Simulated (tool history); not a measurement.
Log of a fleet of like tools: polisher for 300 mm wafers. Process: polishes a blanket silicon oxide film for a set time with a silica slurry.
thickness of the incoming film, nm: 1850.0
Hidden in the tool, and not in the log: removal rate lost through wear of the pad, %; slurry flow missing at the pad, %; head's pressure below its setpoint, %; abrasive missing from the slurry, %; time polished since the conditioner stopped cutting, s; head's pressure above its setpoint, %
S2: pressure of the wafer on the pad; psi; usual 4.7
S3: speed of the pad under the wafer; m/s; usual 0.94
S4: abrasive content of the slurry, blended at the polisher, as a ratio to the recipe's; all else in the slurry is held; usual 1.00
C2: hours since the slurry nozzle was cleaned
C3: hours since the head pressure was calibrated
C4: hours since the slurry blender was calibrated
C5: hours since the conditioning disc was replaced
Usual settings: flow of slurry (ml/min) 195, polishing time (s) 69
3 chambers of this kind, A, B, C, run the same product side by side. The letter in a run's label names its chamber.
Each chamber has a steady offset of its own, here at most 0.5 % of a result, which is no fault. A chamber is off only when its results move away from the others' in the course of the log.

-- hour=7.0 chamber A: worn pad replaced by a new one
run 1A hour=12.4 | flow_of_slurry_(ml/min)=195 S2=4.7 S3=0.94 S4=1.00 polishing_time_(s)=69 | wafers_polished_on_this_pad=44 C2=345.4 C3=872.8 C4=201.5 C5=256.4 | film_removed_(nm)=262.67
run 2C hour=20.8 | flow_of_slurry_(ml/min)=195 S2=4.7 S3=0.94 S4=1.00 polishing_time_(s)=69 | wafers_polished_on_this_pad=876 C2=476.3 C3=1150.8 C4=238.2 C5=403.8 | film_removed_(nm)=259.28
-- hour=25.3 chamber B: worn pad replaced by a new one
run 3B hour=33.7 | flow_of_slurry_(ml/min)=195 S2=4.7 S3=0.94 S4=1.00 polishing_time_(s)=69 | wafers_polished_on_this_pad=68 C2=65.7 C3=988.6 C4=104.6 C5=386.7 | film_removed_(nm)=263.45
-- hour=40.5 chamber C: worn pad replaced by a new one
run 4C hour=45.2 | flow_of_slurry_(ml/min)=195 S2=4.7 S3=0.94 S4=1.00 polishing_time_(s)=69 | wafers_polished_on_this_pad=38 C2=500.7 C3=1175.2 C4=262.6 C5=428.2 | film_removed_(nm)=265.16
run 5B hour=55.4 | flow_of_slurry_(ml/min)=195 S2=4.7 S3=0.94 S4=1.00 polishing_time_(s)=69 | wafers_polished_on_this_pad=243 C2=87.4 C3=1010.3 C4=126.3 C5=408.4 | film_removed_(nm)=260.95
run 6A hour=65.5 | flow_of_slurry_(ml/min)=195 S2=4.7 S3=0.94 S4=1.00 polishing_time_(s)=69 | wafers_polished_on_this_pad=473 C2=398.5 C3=925.9 C4=254.6 C5=309.5 | film_removed_(nm)=265.22
-- hour=71.7 chamber A: head pressure recalibrated
-- hour=74.7 chamber A: worn pad replaced by a new one
run 7A hour=74.8 | flow_of_slurry_(ml/min)=195 S2=5.7 S3=0.94 S4=1.25 polishing_time_(s)=69 | wafers_polished_on_this_pad=0 C2=407.8 C3=3.1 C4=263.9 C5=318.8 | film_removed_(nm)=346.32
run 8B hour=82.7 | flow_of_slurry_(ml/min)=195 S2=5.7 S3=0.94 S4=1.25 polishing_time_(s)=69 | wafers_polished_on_this_pad=464 C2=114.7 C3=1037.6 C4=153.6 C5=435.7 | film_removed_(nm)=351.99
run 9C hour=93.8 | flow_of_slurry_(ml/min)=195 S2=5.7 S3=0.94 S4=1.25 polishing_time_(s)=69 | wafers_polished_on_this_pad=431 C2=549.3 C3=1223.8 C4=311.2 C5=476.8 | film_removed_(nm)=348.01
-- hour=94.3 chamber B: worn pad replaced by a new one
-- hour=102.3 chamber C: slurry nozzle cleaned
-- hour=102.3 chamber C: slurry blender recalibrated
run 10B hour=108.5 | flow_of_slurry_(ml/min)=195 S2=4.7 S3=1.10 S4=1.15 polishing_time_(s)=69 | wafers_polished_on_this_pad=115 C2=140.5 C3=1063.4 C4=179.4 C5=461.5 | film_removed_(nm)=317.90
-- hour=109.3 chamber B: conditioning disc replaced and pad reconditioned
run 11A hour=119.8 | flow_of_slurry_(ml/min)=195 S2=4.7 S3=1.10 S4=1.15 polishing_time_(s)=69 | wafers_polished_on_this_pad=365 C2=452.8 C3=48.1 C4=308.9 C5=363.8 | film_removed_(nm)=318.31
run 12C hour=130.4 | flow_of_slurry_(ml/min)=195 S2=4.7 S3=1.10 S4=1.15 polishing_time_(s)=69 | wafers_polished_on_this_pad=728 C2=28.2 C3=1260.4 C4=28.1 C5=513.4 | film_removed_(nm)=312.70
run 13B hour=144.7 | flow_of_slurry_(ml/min)=195 S2=4.7 S3=0.94 S4=1.00 polishing_time_(s)=69 | wafers_polished_on_this_pad=408 C2=176.7 C3=1099.6 C4=215.6 C5=35.5 | film_removed_(nm)=264.92
-- hour=149.7 chamber A: worn pad replaced by a new one
run 14C hour=154.6 | flow_of_slurry_(ml/min)=195 S2=4.7 S3=0.94 S4=1.00 polishing_time_(s)=69 | wafers_polished_on_this_pad=923 C2=52.4 C3=1284.6 C4=52.3 C5=537.6 | film_removed_(nm)=265.46
run 15A hour=168.6 | flow_of_slurry_(ml/min)=195 S2=4.7 S3=0.94 S4=1.00 polishing_time_(s)=69 | wafers_polished_on_this_pad=153 C2=501.6 C3=96.9 C4=357.7 C5=412.6 | film_removed_(nm)=263.15
-- hour=170.0 chamber B: worn pad replaced by a new one
-- hour=172.0 chamber A: conditioning disc replaced and pad reconditioned
-- hour=175.2 chamber C: worn pad replaced by a new one
run 16B hour=177.0 | flow_of_slurry_(ml/min)=195 S2=4.7 S3=0.94 S4=1.00 polishing_time_(s)=69 | wafers_polished_on_this_pad=56 C2=209.0 C3=1131.9 C4=247.9 C5=67.8 | film_removed_(nm)=263.00
run 17A hour=185.1 | flow_of_slurry_(ml/min)=195 S2=4.7 S3=0.94 S4=1.00 polishing_time_(s)=69 | wafers_polished_on_this_pad=287 C2=518.1 C3=113.4 C4=374.2 C5=13.2 | film_removed_(nm)=260.60
run 18C hour=194.8 | flow_of_slurry_(ml/min)=195 S2=4.7 S3=0.94 S4=1.00 polishing_time_(s)=69 | wafers_polished_on_this_pad=158 C2=92.6 C3=1324.8 C4=92.5 C5=577.8 | film_removed_(nm)=261.88
run 19C hour=208.3 | flow_of_slurry_(ml/min)=195 S2=4.7 S3=0.94 S4=1.00 polishing_time_(s)=69 | wafers_polished_on_this_pad=268 C2=106.1 C3=1338.3 C4=106.0 C5=591.3 | film_removed_(nm)=263.37
-- hour=209.8 chamber B: head pressure recalibrated
-- hour=217.4 chamber B: slurry blender recalibrated
run 20B hour=222.6 | flow_of_slurry_(ml/min)=195 S2=4.7 S3=0.94 S4=1.00 polishing_time_(s)=69 | wafers_polished_on_this_pad=425 C2=254.6 C3=12.8 C4=5.2 C5=113.4 | film_removed_(nm)=243.88
-- hour=227.8 chamber A: worn pad replaced by a new one
-- hour=234.7 chamber C: conditioning disc replaced and pad reconditioned
run 21A hour=236.2 | flow_of_slurry_(ml/min)=195 S2=4.7 S3=0.94 S4=1.00 polishing_time_(s)=69 | wafers_polished_on_this_pad=68 C2=569.2 C3=164.5 C4=425.3 C5=64.3 | film_removed_(nm)=264.70
run 22A hour=244.9 | flow_of_slurry_(ml/min)=195 S2=4.7 S3=0.94 S4=1.00 polishing_time_(s)=69 | wafers_polished_on_this_pad=139 C2=577.9 C3=173.2 C4=434.0 C5=73.0 | film_removed_(nm)=264.08
-- hour=250.1 chamber B: worn pad replaced by a new one
run 23C hour=253.0 | flow_of_slurry_(ml/min)=195 S2=4.7 S3=0.94 S4=1.00 polishing_time_(s)=69 | wafers_polished_on_this_pad=629 C2=150.8 C3=1383.0 C4=150.7 C5=18.4 | film_removed_(nm)=264.08
-- hour=257.2 chamber A: slurry blender recalibrated
run 24B hour=265.0 | flow_of_slurry_(ml/min)=195 S2=4.7 S3=0.94 S4=1.00 polishing_time_(s)=69 | wafers_polished_on_this_pad=121 C2=297.0 C3=55.2 C4=47.6 C5=155.8 | film_removed_(nm)=244.26
run 25A hour=272.8 | flow_of_slurry_(ml/min)=195 S2=4.7 S3=0.94 S4=1.00 polishing_time_(s)=69 | wafers_polished_on_this_pad=364 C2=605.8 C3=201.1 C4=15.7 C5=100.9 | film_removed_(nm)=263.48
run 26C hour=285.9 | flow_of_slurry_(ml/min)=170 S2=4.7 S3=0.94 S4=1.00 polishing_time_(s)=69 | wafers_polished_on_this_pad=896 C2=183.7 C3=1415.9 C4=183.6 C5=51.3 | film_removed_(nm)=260.90
run 27B hour=292.6 | flow_of_slurry_(ml/min)=170 S2=4.7 S3=0.94 S4=1.00 polishing_time_(s)=69 | wafers_polished_on_this_pad=344 C2=324.6 C3=82.8 C4=75.2 C5=183.4 | film_removed_(nm)=238.49
-- hour=300.2 chamber A: worn pad replaced by a new one
run 28A hour=302.8 | flow_of_slurry_(ml/min)=170 S2=4.7 S3=0.94 S4=1.00 polishing_time_(s)=69 | wafers_polished_on_this_pad=21 C2=635.8 C3=231.1 C4=45.7 C5=130.9 | film_removed_(nm)=255.28
-- hour=308.1 chamber C: head pressure recalibrated
run 29C hour=311.7 | flow_of_slurry_(ml/min)=195 S2=4.7 S3=0.94 S4=1.00 polishing_time_(s)=69 | wafers_polished_on_this_pad=1104 C2=209.5 C3=3.6 C4=209.4 C5=77.1 | film_removed_(nm)=263.31
run 30B hour=325.0 | flow_of_slurry_(ml/min)=195 S2=4.7 S3=0.94 S4=1.00 polishing_time_(s)=69 | wafers_polished_on_this_pad=606 C2=357.0 C3=115.2 C4=107.6 C5=215.8 | film_removed_(nm)=240.45
-- hour=330.5 chamber B: worn pad replaced by a new one
-- hour=333.6 chamber C: worn pad replaced by a new one
run 31C hour=338.4 | flow_of_slurry_(ml/min)=195 S2=4.7 S3=0.94 S4=1.00 polishing_time_(s)=69 | wafers_polished_on_this_pad=39 C2=236.2 C3=30.3 C4=236.1 C5=103.8 | film_removed_(nm)=261.40
run 32A hour=349.6 | flow_of_slurry_(ml/min)=195 S2=4.7 S3=0.94 S4=1.00 polishing_time_(s)=69 | wafers_polished_on_this_pad=400 C2=682.6 C3=277.9 C4=92.5 C5=177.7 | film_removed_(nm)=260.71
run 33B hour=361.3 | flow_of_slurry_(ml/min)=195 S2=4.7 S3=0.94 S4=1.00 polishing_time_(s)=69 | wafers_polished_on_this_pad=249 C2=393.3 C3=151.5 C4=143.9 C5=252.1 | film_removed_(nm)=241.45

Is one chamber off against the others, does the gauge drift, or is nothing wrong? If a chamber is off, say which, and what the likeliest cause is.

A service left chamber B off against the others.
Cause: head's pressure below its setpoint, % = 7.59.

Here are 4 candidates for chamber B's next run, each the usual settings with a change, their results left as question marks. Which one brings its results back in line with what the others give on the usual settings?
In line means no further than this from the other chambers' mean on the usual settings: film removed (nm) 7.30
run 34B-1 hour=371.9 | flow_of_slurry_(ml/min)=195 S2=4.7 S3=0.96 S4=1.00 polishing_time_(s)=69 | film_removed_(nm)=?
run 34B-2 hour=371.9 | flow_of_slurry_(ml/min)=195 S2=4.4 S3=0.94 S4=1.00 polishing_time_(s)=69 | film_removed_(nm)=?
run 34B-3 hour=371.9 | flow_of_slurry_(ml/min)=195 S2=4.7 S3=0.92 S4=1.00 polishing_time_(s)=69 | film_removed_(nm)=?
run 34B-4 hour=371.9 | flow_of_slurry_(ml/min)=195 S2=4.7 S3=0.94 S4=1.00 polishing_time_(s)=74 | film_removed_(nm)=?

The other chambers' mean on the usual settings: film removed (nm) 262.25
run=34B-1 film_removed_(nm)=246.20
run=34B-2 film_removed_(nm)=226.51
run=34B-3 film_removed_(nm)=237.93
run=34B-4 film_removed_(nm)=259.61
34B-4 brings the chamber back in line.
